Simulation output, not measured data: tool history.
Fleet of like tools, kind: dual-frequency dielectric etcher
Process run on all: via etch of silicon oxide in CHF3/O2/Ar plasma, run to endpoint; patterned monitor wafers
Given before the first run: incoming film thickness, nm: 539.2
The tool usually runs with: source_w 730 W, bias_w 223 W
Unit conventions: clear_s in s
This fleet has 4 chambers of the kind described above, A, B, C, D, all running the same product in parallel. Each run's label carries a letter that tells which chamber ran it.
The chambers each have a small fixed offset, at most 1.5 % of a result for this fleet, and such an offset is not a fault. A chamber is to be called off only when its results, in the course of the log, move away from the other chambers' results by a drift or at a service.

| run | hour | source_w | bias_w | clear_s |
|---|---|---|---|---|
| 1D | 12.2 | 730 | 223 | 235.75 |
| 2C | 26.3 | 730 | 223 | 232.22 |
| 3B | 38.4 | 730 | 223 | 233.72 |
| 4A | 50.9 | 730 | 223 | 238.41 |
|  | 57.9 | chamber A: source power generator calibrated |
| 5C | 60.5 | 730 | 223 | 234.83 |
| 6B | 71.9 | 730 | 252 | 224.12 |
| 7D | 80.5 | 730 | 252 | 226.01 |
| 8A | 88.2 | 730 | 252 | 226.69 |
| 9B | 97.4 | 730 | 252 | 227.02 |
|  | 102.1 | chamber A: wet clean of the chamber |
| 10D | 105.5 | 730 | 223 | 237.68 |
| 11C | 118.7 | 730 | 223 | 232.78 |
| 12A | 130.2 | 730 | 223 | 239.31 |
|  | 139.5 | chamber C: wet clean of the chamber |
| 13C | 143 | 730 | 223 | 232.95 |
| 14B | 150.5 | 730 | 223 | 234.72 |
|  | 153.8 | chamber D: wet clean of the chamber |
| 15D | 163.9 | 730 | 223 | 237.69 |
| 16A | 173.1 | 730 | 223 | 238.32 |
| 17C | 187.4 | 730 | 223 | 233.57 |
| 18D | 200.5 | 730 | 223 | 235.11 |
| 19A | 211.9 | 730 | 223 | 241.21 |
| 20B | 225.9 | 650 | 178 | 266.44 |
|  | 233.1 | chamber A: bias power generator calibrated |
| 21B | 234 | 650 | 178 | 263.93 |
| 22A | 244.6 | 650 | 178 | 268.01 |
| 23D | 250.8 | 650 | 178 | 266.73 |
| 24C | 261.7 | 730 | 223 | 230.5 |
| 25B | 269.9 | 730 | 223 | 236.28 |
| 26C | 276.8 | 630 | 223 | 248.83 |
| 27A | 285.6 | 630 | 223 | 251.16 |
| 28D | 298.6 | 630 | 223 | 249.79 |
| 29C | 309.7 | 630 | 223 | 247.06 |
| 30A | 322.9 | 730 | 188 | 253.75 |
| 31B | 337 | 730 | 188 | 250.48 |
| 32D | 348.5 | 730 | 188 | 254.53 |
| 33C | 357.1 | 730 | 188 | 247.36 |
| 34B | 365.8 | 730 | 223 | 234.55 |
| 35D | 372.7 | 580 | 223 | 260.9 |
| 36A | 381.4 | 580 | 223 | 256.26 |
| 37C | 389.4 | 580 | 223 | 254.99 |
| 38D | 399.9 | 580 | 223 | 261.97 |
| 39B | 406 | 730 | 223 | 234.27 |
| 40A | 414.3 | 730 | 223 | 236.72 |
| 41A | 426.6 | 730 | 223 | 238.88 |
| 42D | 432.7 | 730 | 223 | 238.96 |
| 43C | 442.8 | 730 | 223 | 231.32 |

Next, every chamber runs the same settings. What will each give?
| 44A | 452.9 | 570 | 223 | ? |
| 44B | 452.9 | 570 | 223 | ? |
| 44C | 452.9 | 570 | 223 | ? |
| 44D | 452.9 | 570 | 223 | ? |

| run | clear_s |
|---|---|
| 44A | 260.67 |
| 44B | 259.58 |
| 44C | 254.7 |
| 44D | 261.04 |

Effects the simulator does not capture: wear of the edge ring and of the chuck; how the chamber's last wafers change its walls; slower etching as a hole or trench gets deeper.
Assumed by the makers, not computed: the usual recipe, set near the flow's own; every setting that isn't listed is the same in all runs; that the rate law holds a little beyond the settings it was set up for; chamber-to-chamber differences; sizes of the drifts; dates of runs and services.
